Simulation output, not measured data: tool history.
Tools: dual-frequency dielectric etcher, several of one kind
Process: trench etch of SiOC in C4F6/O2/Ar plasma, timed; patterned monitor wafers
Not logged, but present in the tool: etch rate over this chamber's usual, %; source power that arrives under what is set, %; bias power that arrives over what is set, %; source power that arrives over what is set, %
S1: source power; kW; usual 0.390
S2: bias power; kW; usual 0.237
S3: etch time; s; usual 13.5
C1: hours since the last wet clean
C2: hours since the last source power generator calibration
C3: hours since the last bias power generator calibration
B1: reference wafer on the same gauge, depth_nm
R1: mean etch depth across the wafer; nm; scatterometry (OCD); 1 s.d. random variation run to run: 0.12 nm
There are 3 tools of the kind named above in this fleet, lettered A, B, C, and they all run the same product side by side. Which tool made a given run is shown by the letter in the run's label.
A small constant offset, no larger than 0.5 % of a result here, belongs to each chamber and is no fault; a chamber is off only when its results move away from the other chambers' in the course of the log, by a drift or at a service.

run 1C hour=4.0 | S1=0.390 S2=0.237 S3=13.5 | C1=137.6 C2=2358.9 C3=1048.0 | B1=29.586 | R1=30.324
run 2A hour=8.2 | S1=0.390 S2=0.237 S3=13.5 | C1=483.8 C2=1598.5 C3=727.0 | B1=29.598 | R1=30.319
run 3B hour=13.4 | S1=0.390 S2=0.237 S3=13.5 | C1=218.2 C2=358.1 C3=2367.3 | B1=29.595 | R1=30.348
run 4B hour=17.7 | S1=0.390 S2=0.237 S3=13.5 | C1=222.5 C2=362.4 C3=2371.6 | B1=29.568 | R1=30.483
run 5C hour=22.1 | S1=0.390 S2=0.237 S3=13.5 | C1=155.7 C2=2377.0 C3=1066.1 | B1=29.623 | R1=30.457
run 6A hour=25.1 | S1=0.390 S2=0.237 S3=13.5 | C1=500.7 C2=1615.4 C3=743.9 | B1=29.575 | R1=30.594
run 7C hour=28.2 | S1=0.390 S2=0.237 S3=13.5 | C1=161.8 C2=2383.1 C3=1072.2 | B1=29.603 | R1=30.489
run 8A hour=30.9 | S1=0.330 S2=0.237 S3=13.5 | C1=506.5 C2=1621.2 C3=749.7 | B1=29.573 | R1=28.798
run 9B hour=33.6 | S1=0.330 S2=0.237 S3=13.5 | C1=238.4 C2=378.3 C3=2387.5 | B1=29.582 | R1=28.377
run 10C hour=39.0 | S1=0.330 S2=0.237 S3=13.5 | C1=172.6 C2=2393.9 C3=1083.0 | B1=29.597 | R1=28.763
run 11B hour=41.8 | S1=0.390 S2=0.237 S3=13.5 | C1=246.6 C2=386.5 C3=2395.7 | B1=29.591 | R1=30.339
run 12A hour=45.4 | S1=0.320 S2=0.237 S3=12.0 | C1=521.0 C2=1635.7 C3=764.2 | B1=29.589 | R1=25.192
run 13C hour=48.4 | S1=0.320 S2=0.237 S3=12.0 | C1=182.0 C2=2403.3 C3=1092.4 | B1=29.558 | R1=25.025
run 14A hour=53.1 | S1=0.320 S2=0.237 S3=12.0 | C1=528.7 C2=1643.4 C3=771.9 | B1=29.569 | R1=25.246
run 15B hour=56.3 | S1=0.390 S2=0.237 S3=13.5 | C1=261.1 C2=401.0 C3=2410.2 | B1=29.604 | R1=30.324
run 16C hour=61.7 | S1=0.390 S2=0.237 S3=17.0 | C1=195.3 C2=2416.6 C3=1105.7 | B1=29.618 | R1=38.245
run 17A hour=65.9 | S1=0.390 S2=0.237 S3=17.0 | C1=541.5 C2=1656.2 C3=784.7 | B1=29.591 | R1=38.313
run 18B hour=71.0 | S1=0.390 S2=0.237 S3=17.0 | C1=275.8 C2=415.7 C3=2424.9 | B1=29.591 | R1=38.049
run 19B hour=74.3 | S1=0.390 S2=0.237 S3=13.5 | C1=279.1 C2=419.0 C3=2428.2 | B1=29.570 | R1=30.173
run 20A hour=78.8 | S1=0.390 S2=0.237 S3=13.5 | C1=554.4 C2=1669.1 C3=797.6 | B1=29.610 | R1=30.405

Decide between three cases: one chamber stands off from its peers, the gauge reading all wafers drifts, or nothing is wrong past each chamber's small offset. Where a chamber is off, say which and what most likely put it there.

Nothing is wrong: each chamber keeps only its own small, steady offset and the gauge holds still.
